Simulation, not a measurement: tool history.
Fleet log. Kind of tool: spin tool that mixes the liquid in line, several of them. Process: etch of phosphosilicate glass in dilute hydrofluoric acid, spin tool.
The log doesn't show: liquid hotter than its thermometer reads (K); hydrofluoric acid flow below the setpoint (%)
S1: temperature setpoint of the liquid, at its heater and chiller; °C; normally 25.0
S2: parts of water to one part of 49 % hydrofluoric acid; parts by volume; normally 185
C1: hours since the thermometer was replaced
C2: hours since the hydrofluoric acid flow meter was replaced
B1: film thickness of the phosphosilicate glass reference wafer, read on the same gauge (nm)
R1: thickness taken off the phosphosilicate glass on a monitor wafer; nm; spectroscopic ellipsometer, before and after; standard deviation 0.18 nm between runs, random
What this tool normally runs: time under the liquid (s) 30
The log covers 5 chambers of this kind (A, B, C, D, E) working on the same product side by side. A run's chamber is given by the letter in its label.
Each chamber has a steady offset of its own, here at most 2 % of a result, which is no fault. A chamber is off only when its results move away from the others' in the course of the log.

{"run": "1C", "hour": 4.1, "S1": 25.0, "S2": 185, "time under the liquid (s)": 30, "C1": 441.9, "C2": 872.2, "B1": 29.995, "R1": 18.807}
{"run": "2D", "hour": 9.5, "S1": 25.0, "S2": 185, "time under the liquid (s)": 30, "C1": 581.3, "C2": 246.5, "B1": 30.018, "R1": 18.911}
{"run": "3E", "hour": 15.3, "S1": 25.0, "S2": 185, "time under the liquid (s)": 30, "C1": 1156.6, "C2": 1533.3, "B1": 30.001, "R1": 19.058}
{"run": "4A", "hour": 19.3, "S1": 25.0, "S2": 185, "time under the liquid (s)": 30, "C1": 452.1, "C2": 530.5, "B1": 29.996, "R1": 18.353}
{"run": "5B", "hour": 24.7, "S1": 25.0, "S2": 185, "time under the liquid (s)": 30, "C1": 1692.8, "C2": 138.0, "B1": 29.998, "R1": 19.033}
{"run": "6E", "hour": 32.3, "S1": 29.5, "S2": 185, "time under the liquid (s)": 30, "C1": 1173.6, "C2": 1550.3, "B1": 30.005, "R1": 23.223}
{"run": "7C", "hour": 35.8, "S1": 29.5, "S2": 185, "time under the liquid (s)": 30, "C1": 473.6, "C2": 903.9, "B1": 30.014, "R1": 22.19}
{"run": "8B", "hour": 42.8, "S1": 29.5, "S2": 185, "time under the liquid (s)": 30, "C1": 1710.9, "C2": 156.1, "B1": 30.013, "R1": 22.09}
{"run": "9D", "hour": 47.2, "S1": 29.5, "S2": 185, "time under the liquid (s)": 30, "C1": 619.0, "C2": 284.2, "B1": 29.982, "R1": 22.35}
{"run": "10A", "hour": 53.0, "S1": 29.5, "S2": 185, "time under the liquid (s)": 30, "C1": 485.8, "C2": 564.2, "B1": 30.015, "R1": 21.915}
{"run": "11A", "hour": 59.4, "S1": 25.0, "S2": 185, "time under the liquid (s)": 30, "C1": 492.2, "C2": 570.6, "B1": 29.979, "R1": 18.401}
{"run": "12D", "hour": 65.9, "S1": 25.0, "S2": 185, "time under the liquid (s)": 30, "C1": 637.7, "C2": 302.9, "B1": 29.995, "R1": 18.706}
{"run": "13C", "hour": 70.8, "S1": 25.0, "S2": 185, "time under the liquid (s)": 30, "C1": 508.6, "C2": 938.9, "B1": 30.015, "R1": 18.529}
{"run": "14E", "hour": 74.9, "S1": 25.0, "S2": 185, "time under the liquid (s)": 30, "C1": 1216.2, "C2": 1592.9, "B1": 29.999, "R1": 19.253}
{"hour": 77.5, "done": "chamber D: thermometer replaced"}
{"run": "15B", "hour": 78.3, "S1": 25.0, "S2": 220, "time under the liquid (s)": 30, "C1": 1746.4, "C2": 191.6, "B1": 29.99, "R1": 15.222}
{"run": "16C", "hour": 81.8, "S1": 25.0, "S2": 220, "time under the liquid (s)": 30, "C1": 519.6, "C2": 949.9, "B1": 30.014, "R1": 15.314}
{"run": "17D", "hour": 86.7, "S1": 25.0, "S2": 220, "time under the liquid (s)": 30, "C1": 9.3, "C2": 323.7, "B1": 30.019, "R1": 14.766}
{"run": "18A", "hour": 93.2, "S1": 25.0, "S2": 220, "time under the liquid (s)": 30, "C1": 526.0, "C2": 604.4, "B1": 29.998, "R1": 14.867}
{"hour": 95.7, "done": "chamber C: hydrofluoric acid flow meter replaced"}
{"run": "19B", "hour": 97.0, "S1": 25.0, "S2": 220, "time under the liquid (s)": 30, "C1": 1765.1, "C2": 210.3, "B1": 30.028, "R1": 15.186}
{"run": "20E", "hour": 104.5, "S1": 25.0, "S2": 185, "time under the liquid (s)": 30, "C1": 1245.8, "C2": 1622.5, "B1": 29.989, "R1": 19.059}
{"run": "21D", "hour": 109.1, "S1": 25.0, "S2": 185, "time under the liquid (s)": 30, "C1": 31.7, "C2": 346.1, "B1": 29.988, "R1": 18.207}
{"run": "22B", "hour": 115.0, "S1": 25.0, "S2": 185, "time under the liquid (s)": 30, "C1": 1783.1, "C2": 228.3, "B1": 30.004, "R1": 18.524}
{"run": "23E", "hour": 121.3, "S1": 25.0, "S2": 185, "time under the liquid (s)": 30, "C1": 1262.6, "C2": 1639.3, "B1": 29.999, "R1": 19.198}
{"run": "24A", "hour": 127.2, "S1": 25.0, "S2": 185, "time under the liquid (s)": 30, "C1": 560.0, "C2": 638.4, "B1": 30.008, "R1": 18.437}
{"hour": 129.2, "done": "chamber E: hydrofluoric acid flow meter replaced"}
{"run": "25C", "hour": 133.1, "S1": 25.0, "S2": 185, "time under the liquid (s)": 30, "C1": 570.9, "C2": 37.4, "B1": 29.974, "R1": 18.801}
{"run": "26D", "hour": 140.1, "S1": 25.0, "S2": 185, "time under the liquid (s)": 30, "C1": 62.7, "C2": 377.1, "B1": 30.011, "R1": 17.608}
{"run": "27B", "hour": 145.4, "S1": 25.0, "S2": 185, "time under the liquid (s)": 30, "C1": 1813.5, "C2": 258.7, "B1": 30.022, "R1": 18.727}
{"run": "28A", "hour": 152.0, "S1": 25.0, "S2": 185, "time under the liquid (s)": 30, "C1": 584.8, "C2": 663.2, "B1": 30.02, "R1": 18.207}
{"run": "29C", "hour": 158.4, "S1": 25.0, "S2": 185, "time under the liquid (s)": 30, "C1": 596.2, "C2": 62.7, "B1": 29.994, "R1": 18.663}
{"run": "30E", "hour": 163.5, "S1": 25.0, "S2": 105, "time under the liquid (s)": 30, "C1": 1304.8, "C2": 34.4, "B1": 30.003, "R1": 38.097}
{"run": "31D", "hour": 170.5, "S1": 25.0, "S2": 105, "time under the liquid (s)": 30, "C1": 93.1, "C2": 407.5, "B1": 30.007, "R1": 33.332}
{"run": "32E", "hour": 177.0, "S1": 25.0, "S2": 105, "time under the liquid (s)": 30, "C1": 1318.3, "C2": 47.9, "B1": 29.984, "R1": 37.406}

What goes on in this fleet: one chamber off, a drifting gauge, or nothing beyond the chambers' own small offsets? Name the chamber and the cause, if any.

It is chamber D that slowly wanders off from its peers.
Most likely cause: hydrofluoric acid flow below the setpoint (%) = 7.96.

Here are 4 candidates for chamber D's next run, each the usual settings with a change, their results left as question marks. Which one brings its results back in line with what the others give on the usual settings?
In line here means within this much of the mean the other chambers give on the usual settings: R1 0.620 nm
{"run": "33D-1", "hour": 182.4, "S1": 27.5, "S2": 185, "time under the liquid (s)": 30, "R1": "?"}
{"run": "33D-2", "hour": 182.4, "S1": 25.0, "S2": 200, "time under the liquid (s)": 30, "R1": "?"}
{"run": "33D-3", "hour": 182.4, "S1": 25.5, "S2": 165, "time under the liquid (s)": 30, "R1": "?"}
{"run": "33D-4", "hour": 182.4, "S1": 24.5, "S2": 210, "time under the liquid (s)": 30, "R1": "?"}

The other chambers' mean on the usual settings: R1 18.826 nm
run=33D-1 R1=18.933
run=33D-2 R1=15.713
run=33D-3 R1=20.200
run=33D-4 R1=14.529
33D-1 brings the chamber back in line.
